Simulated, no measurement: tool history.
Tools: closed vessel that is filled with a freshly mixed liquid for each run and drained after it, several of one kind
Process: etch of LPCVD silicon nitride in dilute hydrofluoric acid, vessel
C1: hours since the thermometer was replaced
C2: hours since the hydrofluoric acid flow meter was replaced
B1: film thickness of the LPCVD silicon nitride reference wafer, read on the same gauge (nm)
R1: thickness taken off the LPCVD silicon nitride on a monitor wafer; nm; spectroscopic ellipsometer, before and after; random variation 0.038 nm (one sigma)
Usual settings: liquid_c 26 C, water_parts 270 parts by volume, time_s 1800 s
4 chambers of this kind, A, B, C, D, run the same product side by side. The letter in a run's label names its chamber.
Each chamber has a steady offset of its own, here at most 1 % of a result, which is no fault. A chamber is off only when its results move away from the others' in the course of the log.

{"run": "1D", "hour": 9.0, "liquid_c": 26, "water_parts": 270, "time_s": 1800, "C1": 1242.2, "C2": 1055.3, "B1": 150.06, "R1": 3.9231}
{"run": "2C", "hour": 22.0, "liquid_c": 26, "water_parts": 270, "time_s": 1800, "C1": 2111.1, "C2": 244.6, "B1": 150.01, "R1": 3.8898}
{"run": "3B", "hour": 34.8, "liquid_c": 26, "water_parts": 270, "time_s": 1800, "C1": 330, "C2": 1071.8, "B1": 150.01, "R1": 3.9483}
{"run": "4A", "hour": 42.3, "liquid_c": 26, "water_parts": 270, "time_s": 1800, "C1": 1363.4, "C2": 968.7, "B1": 150.01, "R1": 3.9122}
{"hour": 54.8, "done": "chamber C: thermometer replaced"}
{"run": "5B", "hour": 56.7, "liquid_c": 26, "water_parts": 270, "time_s": 1800, "C1": 351.9, "C2": 1093.7, "B1": 149.96, "R1": 3.9457}
{"run": "6D", "hour": 67.4, "liquid_c": 26, "water_parts": 270, "time_s": 1800, "C1": 1300.6, "C2": 1113.7, "B1": 150.01, "R1": 3.881}
{"run": "7A", "hour": 80.7, "liquid_c": 26, "water_parts": 270, "time_s": 1800, "C1": 1401.8, "C2": 1007.1, "B1": 149.99, "R1": 3.9839}
{"run": "8C", "hour": 91.7, "liquid_c": 26, "water_parts": 270, "time_s": 1800, "C1": 37, "C2": 314.3, "B1": 150, "R1": 3.8913}
{"run": "9D", "hour": 105.2, "liquid_c": 26, "water_parts": 270, "time_s": 1800, "C1": 1338.4, "C2": 1151.5, "B1": 149.97, "R1": 3.8894}
{"run": "10B", "hour": 114.4, "liquid_c": 26, "water_parts": 270, "time_s": 1800, "C1": 409.6, "C2": 1151.4, "B1": 149.98, "R1": 3.9218}
{"run": "11A", "hour": 126.8, "liquid_c": 26, "water_parts": 360, "time_s": 1800, "C1": 1447.9, "C2": 1053.2, "B1": 150.02, "R1": 2.9773}
{"run": "12C", "hour": 140.9, "liquid_c": 26, "water_parts": 360, "time_s": 1800, "C1": 86.2, "C2": 363.5, "B1": 150.01, "R1": 2.9095}
{"hour": 148.6, "done": "chamber B: hydrofluoric acid flow meter replaced"}
{"run": "13A", "hour": 151.3, "liquid_c": 26, "water_parts": 360, "time_s": 1800, "C1": 1472.4, "C2": 1077.7, "B1": 150.01, "R1": 2.994}
{"run": "14D", "hour": 165.3, "liquid_c": 26, "water_parts": 360, "time_s": 1800, "C1": 1398.5, "C2": 1211.6, "B1": 149.99, "R1": 2.8746}
{"run": "15C", "hour": 178.6, "liquid_c": 26, "water_parts": 270, "time_s": 1800, "C1": 123.9, "C2": 401.2, "B1": 149.96, "R1": 3.8589}
{"run": "16B", "hour": 189.3, "liquid_c": 26, "water_parts": 270, "time_s": 1800, "C1": 484.5, "C2": 40.7, "B1": 149.98, "R1": 3.9232}
{"run": "17B", "hour": 202.2, "liquid_c": 26, "water_parts": 270, "time_s": 1800, "C1": 497.4, "C2": 53.6, "B1": 150.01, "R1": 3.9079}
{"run": "18C", "hour": 215.2, "liquid_c": 22, "water_parts": 355, "time_s": 1800, "C1": 160.5, "C2": 437.8, "B1": 149.98, "R1": 2.3021}
{"run": "19D", "hour": 225.2, "liquid_c": 22, "water_parts": 355, "time_s": 1800, "C1": 1458.4, "C2": 1271.5, "B1": 150, "R1": 2.3236}
{"run": "20A", "hour": 236.7, "liquid_c": 22, "water_parts": 355, "time_s": 1800, "C1": 1557.8, "C2": 1163.1, "B1": 150.03, "R1": 2.3977}
{"run": "21A", "hour": 246.2, "liquid_c": 22, "water_parts": 355, "time_s": 1800, "C1": 1567.3, "C2": 1172.6, "B1": 150.03, "R1": 2.4345}
{"run": "22B", "hour": 260.1, "liquid_c": 26, "water_parts": 270, "time_s": 1800, "C1": 555.3, "C2": 111.5, "B1": 149.99, "R1": 3.9422}
{"run": "23D", "hour": 268.6, "liquid_c": 26, "water_parts": 270, "time_s": 1800, "C1": 1501.8, "C2": 1314.9, "B1": 150, "R1": 3.9204}
{"run": "24C", "hour": 277.2, "liquid_c": 24, "water_parts": 270, "time_s": 1040, "C1": 222.5, "C2": 499.8, "B1": 149.97, "R1": 1.9987}
{"run": "25D", "hour": 284.3, "liquid_c": 24, "water_parts": 270, "time_s": 1040, "C1": 1517.5, "C2": 1330.6, "B1": 149.99, "R1": 2.0198}
{"run": "26C", "hour": 297.2, "liquid_c": 24, "water_parts": 270, "time_s": 1040, "C1": 242.5, "C2": 519.8, "B1": 149.98, "R1": 1.9785}
{"run": "27B", "hour": 306.0, "liquid_c": 24, "water_parts": 270, "time_s": 1040, "C1": 601.2, "C2": 157.4, "B1": 150.04, "R1": 1.9821}
{"run": "28A", "hour": 313.3, "liquid_c": 26, "water_parts": 270, "time_s": 1800, "C1": 1634.4, "C2": 1239.7, "B1": 150.03, "R1": 4.1613}

All 4 chambers run these settings next. Forecast each chamber's results:
{"run": "29A", "hour": 324.1, "liquid_c": 29, "water_parts": 270, "time_s": 1800, "R1": "?"}
{"run": "29B", "hour": 324.1, "liquid_c": 29, "water_parts": 270, "time_s": 1800, "R1": "?"}
{"run": "29C", "hour": 324.1, "liquid_c": 29, "water_parts": 270, "time_s": 1800, "R1": "?"}
{"run": "29D", "hour": 324.1, "liquid_c": 29, "water_parts": 270, "time_s": 1800, "R1": "?"}

run=29A R1=4.9119
run=29B R1=4.6147
run=29C R1=4.5902
run=29D R1=4.6061

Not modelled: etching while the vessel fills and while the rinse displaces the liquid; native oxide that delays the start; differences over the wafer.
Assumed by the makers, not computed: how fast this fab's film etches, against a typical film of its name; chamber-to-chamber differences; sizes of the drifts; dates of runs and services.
